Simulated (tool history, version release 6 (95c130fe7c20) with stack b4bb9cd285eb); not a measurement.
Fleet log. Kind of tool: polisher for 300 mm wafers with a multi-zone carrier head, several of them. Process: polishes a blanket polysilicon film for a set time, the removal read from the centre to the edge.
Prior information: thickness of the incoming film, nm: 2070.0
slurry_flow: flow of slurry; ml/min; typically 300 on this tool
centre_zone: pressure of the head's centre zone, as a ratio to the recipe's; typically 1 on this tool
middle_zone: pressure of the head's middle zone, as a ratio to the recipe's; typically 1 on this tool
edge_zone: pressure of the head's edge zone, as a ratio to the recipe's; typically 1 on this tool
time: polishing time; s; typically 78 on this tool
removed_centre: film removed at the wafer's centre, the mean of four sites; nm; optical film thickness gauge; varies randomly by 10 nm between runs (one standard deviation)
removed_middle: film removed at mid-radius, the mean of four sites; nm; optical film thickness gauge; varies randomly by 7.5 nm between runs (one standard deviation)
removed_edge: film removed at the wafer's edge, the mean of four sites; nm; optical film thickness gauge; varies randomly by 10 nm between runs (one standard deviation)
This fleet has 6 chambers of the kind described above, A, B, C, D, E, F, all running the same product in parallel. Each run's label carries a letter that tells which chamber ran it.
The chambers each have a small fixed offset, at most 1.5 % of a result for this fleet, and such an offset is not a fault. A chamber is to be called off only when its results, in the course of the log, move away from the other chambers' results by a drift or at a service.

run   hour  slurry_flow  centre_zone  middle_zone  edge_zone  time  removed_centre  removed_middle  removed_edge
 1D    6.5          300            1            1          1    78          844.94          864.32        859.27
       7.2  -- chamber C: centre zone pressure recalibrated
 2B   10.3          300            1            1          1    78          851.99          848.24        847.54
 3A   15.8          300            1            1          1    78          848.09          847.14        858.69
 4E   20.1          300            1            1          1    78          839.07          847.64        874.36
      23.3  -- chamber B: centre zone pressure recalibrated
 5C   23.5          300            1            1          1    78           856.5          861.78        835.15
 6F   27.2          300            1            1          1    78           869.3          863.25           843
 7B   33.8          300            1            1          1    78          849.37          863.84        836.19
      36.4  -- chamber A: worn pad replaced by a new one
 8E   38.6          300            1            1          1    78          855.99          849.32        862.26
 9F   44.8          300            1            1          1    78          870.02          857.43        870.65
      49.8  -- chamber B: edge zone pressure recalibrated
10A   49.8          300            1            1          1    78          849.24          835.93        848.88
11D   55.7          300            1            1          1    78          829.43          842.53        868.01
      60.4  -- chamber E: centre zone pressure recalibrated
12C   62.2          300            1            1          1    78          848.01          845.35        837.36
      63.2  -- chamber D: worn pad replaced by a new one
13A   68.5          300            1            1          1    78          822.18          835.64        846.71
14C   72.4          300            1            1          1    78          853.06          840.04        841.39
      72.9  -- chamber F: worn pad replaced by a new one
      73.9  -- chamber E: edge zone pressure recalibrated
15D   75.8          300            1            1          1    78          846.65          844.63        860.35
      76.1  -- chamber F: centre zone pressure recalibrated
      81.7  -- chamber B: worn pad replaced by a new one
16E   82.1          300            1            1          1    78           831.5          828.37        823.12
17F   87.6          300            1            1          1    78          847.11          854.76        837.82
18B   92.1          300            1            1          1    78          853.87          849.33        834.14
      94.2  -- chamber F: slurry nozzle cleaned
19D   95.5          300            1            1          1    78          846.31           846.9        849.94
20B  100.6          245            1         1.06          1    78          850.29          866.87        826.25
21F  105.3          245            1         1.06          1    78          837.95          871.87        823.01
22C  110.3          245            1         1.06          1    78          816.33          889.34        828.22
     114.2  -- chamber C: worn pad replaced by a new one
23A  116.4          245            1         1.06          1    78          816.42          857.78        840.75
24E  122.5          245            1         1.06          1    78          776.44          817.99        801.65
25C  128.8          245            1         1.06          1    78          830.26          859.34        827.86
     129.1  -- chamber D: slurry nozzle cleaned
     132.3  -- chamber A: worn pad replaced by a new one
26B  135.2          300            1            1          1    78          857.88          849.15        853.26
27A  141.3          300            1            1          1    78          841.34          852.49        846.52
     143.4  -- chamber F: worn pad replaced by a new one
28F  145.5          300            1            1          1    78          873.78          839.15         841.5
29E  149.3          300            1            1          1    78          775.34          782.81        767.82
30D  155.5          300            1            1          1    78          847.75          855.08         870.8
31E  159.2          300            1            1          1    78          775.87          753.74        764.76
32B    165          300            1            1          1    78          844.93          858.18         843.4
33A  168.6          300            1            1          1    78          822.15          841.25        857.02
34C  173.3          300            1            1          1    78          860.07          859.05        856.65
35F  177.4          300            1            1          1    78          859.06          839.66        849.78
36D  182.2          300            1            1          1    78          860.17          861.14        835.15
37A  185.3          300            1            1          1    78          845.63          839.28        851.78

What goes on in this fleet: one chamber off, a drifting gauge, or nothing beyond the chambers' own small offsets? Name the chamber and the cause, if any.

Chamber E drifts away from the others.
Likeliest cause: removal rate lost through wear of the pad, % = 10.8.

Below are 4 candidate recipes for chamber E's next run, each the usual settings with a change, their results shown as question marks. Which of them brings E's results back in line with what the other chambers give on the usual settings?
Allowed miss from the other chambers' usual-settings mean, per result, to count as in line: removed_centre 36 nm; removed_middle 26 nm; removed_edge 35 nm
38E-1   190          305            1         1.01          1    86               ?               ?             ?
38E-2   190          295            1         0.98          1    64               ?               ?             ?
38E-3   190          305            1         1.02          1    95               ?               ?             ?
38E-4   190          295            1         0.99          1    70               ?               ?             ?

Other chambers, usual settings, mean: removed_centre 849.11 nm; removed_middle 848.86 nm; removed_edge 847.72 nm
  run  removed_centre  removed_middle  removed_edge
38E-1          842.22          837.18        837.45
38E-2          624.36          604.16        621.93
38E-3          930.43          933.15        924.96
38E-4          682.94          666.93        680.14
The answer is 38E-1, which returns the chamber to within the allowed miss of the others.
